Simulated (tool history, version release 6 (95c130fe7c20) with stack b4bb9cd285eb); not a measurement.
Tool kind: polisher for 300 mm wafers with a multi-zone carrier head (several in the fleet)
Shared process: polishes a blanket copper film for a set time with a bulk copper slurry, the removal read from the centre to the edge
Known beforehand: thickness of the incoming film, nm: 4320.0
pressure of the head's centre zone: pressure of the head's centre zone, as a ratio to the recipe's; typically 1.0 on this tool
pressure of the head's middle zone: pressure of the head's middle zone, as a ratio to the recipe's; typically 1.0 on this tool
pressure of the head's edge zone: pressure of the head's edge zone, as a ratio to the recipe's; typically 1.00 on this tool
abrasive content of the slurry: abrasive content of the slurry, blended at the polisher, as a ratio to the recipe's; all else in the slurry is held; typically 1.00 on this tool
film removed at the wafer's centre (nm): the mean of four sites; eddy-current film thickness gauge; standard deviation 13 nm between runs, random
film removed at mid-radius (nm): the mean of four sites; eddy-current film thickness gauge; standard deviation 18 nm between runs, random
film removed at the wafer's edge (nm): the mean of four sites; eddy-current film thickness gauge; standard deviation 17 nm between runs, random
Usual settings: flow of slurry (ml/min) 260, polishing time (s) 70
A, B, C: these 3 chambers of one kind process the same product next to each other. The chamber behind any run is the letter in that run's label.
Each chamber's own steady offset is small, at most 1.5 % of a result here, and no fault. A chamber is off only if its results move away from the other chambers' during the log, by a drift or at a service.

run,day,flow of slurry (ml/min),pressure of the head's centre zone,pressure of the head's middle zone,pressure of the head's edge zone,abrasive content of the slurry,polishing time (s),film removed at the wafer's centre (nm),film removed at mid-radius (nm),film removed at the wafer's edge (nm)
1C,0.258,260,1.0,1.0,1.00,1.00,70,1307.0,1309.6,1303.7
2B,0.758,260,1.0,1.0,1.00,1.00,70,1292.5,1310.4,1295.9
# day 0.821: chamber C: worn pad replaced by a new one
# day 0.921: chamber B: slurry nozzle cleaned
3A,1.079,260,1.0,1.0,1.00,1.00,70,1291.4,1307.9,1275.1
4C,1.521,260,1.0,1.0,1.00,1.00,70,1311.9,1321.7,1350.9
5B,1.742,260,1.0,1.0,1.00,1.00,70,1296.6,1318.7,1306.9
6A,2.125,260,1.0,1.0,1.00,1.00,70,1289.0,1313.1,1299.5
7C,2.592,260,1.0,1.0,1.00,1.00,70,1312.9,1302.6,1313.8
# day 2.742: chamber B: centre zone pressure recalibrated
8A,2.896,260,1.0,1.0,1.00,1.00,70,1300.0,1290.1,1282.1
9B,3.208,260,1.0,1.0,1.00,1.00,70,1292.7,1275.4,1318.4
10C,3.683,260,1.0,1.0,0.93,0.75,70,1240.3,1228.2,1176.7
11A,4.000,260,1.0,1.0,0.93,0.75,70,1210.2,1183.7,1166.8
12B,4.421,260,1.0,1.0,0.93,0.75,70,1243.1,1236.5,1193.4
13A,4.708,260,1.0,1.0,1.00,1.00,70,1275.5,1332.3,1295.4
# day 4.958: chamber B: edge zone pressure recalibrated
14C,5.050,260,1.0,1.0,1.00,1.00,70,1335.3,1311.2,1281.7
# day 5.079: chamber B: worn pad replaced by a new one
15B,5.317,260,1.0,1.0,1.00,1.00,70,1327.3,1297.8,1319.3
# day 5.458: chamber C: slurry nozzle cleaned
16C,5.688,260,1.0,1.0,1.00,1.00,70,1375.0,1292.9,1309.6
# day 5.708: chamber A: worn pad replaced by a new one
17B,6.112,260,1.0,1.0,1.00,1.00,70,1314.1,1310.0,1351.8
# day 6.167: chamber C: worn pad replaced by a new one
18A,6.517,260,1.0,1.0,1.00,1.00,70,1280.0,1295.1,1287.5
19B,6.783,260,1.0,1.0,1.00,1.00,70,1284.7,1293.0,1277.2
20C,7.238,260,1.0,1.0,1.00,1.00,70,1356.4,1271.1,1330.3
21A,7.508,260,1.0,0.9,1.00,1.00,70,1264.0,1178.0,1297.5
22B,8.017,260,1.0,0.9,1.00,1.00,70,1279.8,1148.3,1309.7
23C,8.496,260,1.0,0.9,1.00,1.00,70,1372.4,1176.9,1296.0

Which is it: a chamber that has drifted or been left off by a service, a gauge drift common to all chambers, or only each chamber's usual small offset? If a chamber is off, name it and its likeliest cause.

It is chamber C that slowly wanders off from its peers.
What lies behind it: centre zone's pressure above its setpoint, % = 5.36.

Below are 4 candidate recipes for chamber C's next run, each the usual settings with a change, their results shown as question marks. Which of them brings C's results back in line with what the other chambers give on the usual settings?
A result is in line if it is within this distance of the other chambers' mean on the usual settings: film removed at the wafer's centre (nm) 45.0; film removed at mid-radius (nm) 62.0; film removed at the wafer's edge (nm) 58.0
24C-1,8.862,255,0.91,1.04,1.02,1.00,68,?,?,?
24C-2,8.862,255,0.95,1.02,1.01,1.00,69,?,?,?
24C-3,8.862,265,1.09,0.96,0.98,1.00,72,?,?,?
24C-4,8.862,265,1.05,0.98,0.99,1.00,71,?,?,?

Mean of the other chambers on the usual settings: film removed at the wafer's centre (nm) 1293.6; film removed at mid-radius (nm) 1298.0; film removed at the wafer's edge (nm) 1299.1
run,film removed at the wafer's centre (nm),film removed at mid-radius (nm),film removed at the wafer's edge (nm)
24C-1,1213.1,1293.0,1285.4
24C-2,1289.2,1288.8,1298.0
24C-3,1565.8,1277.8,1338.8
24C-4,1483.8,1283.9,1326.8
Change 24C-2 lands the chamber within the allowed miss of the other chambers.
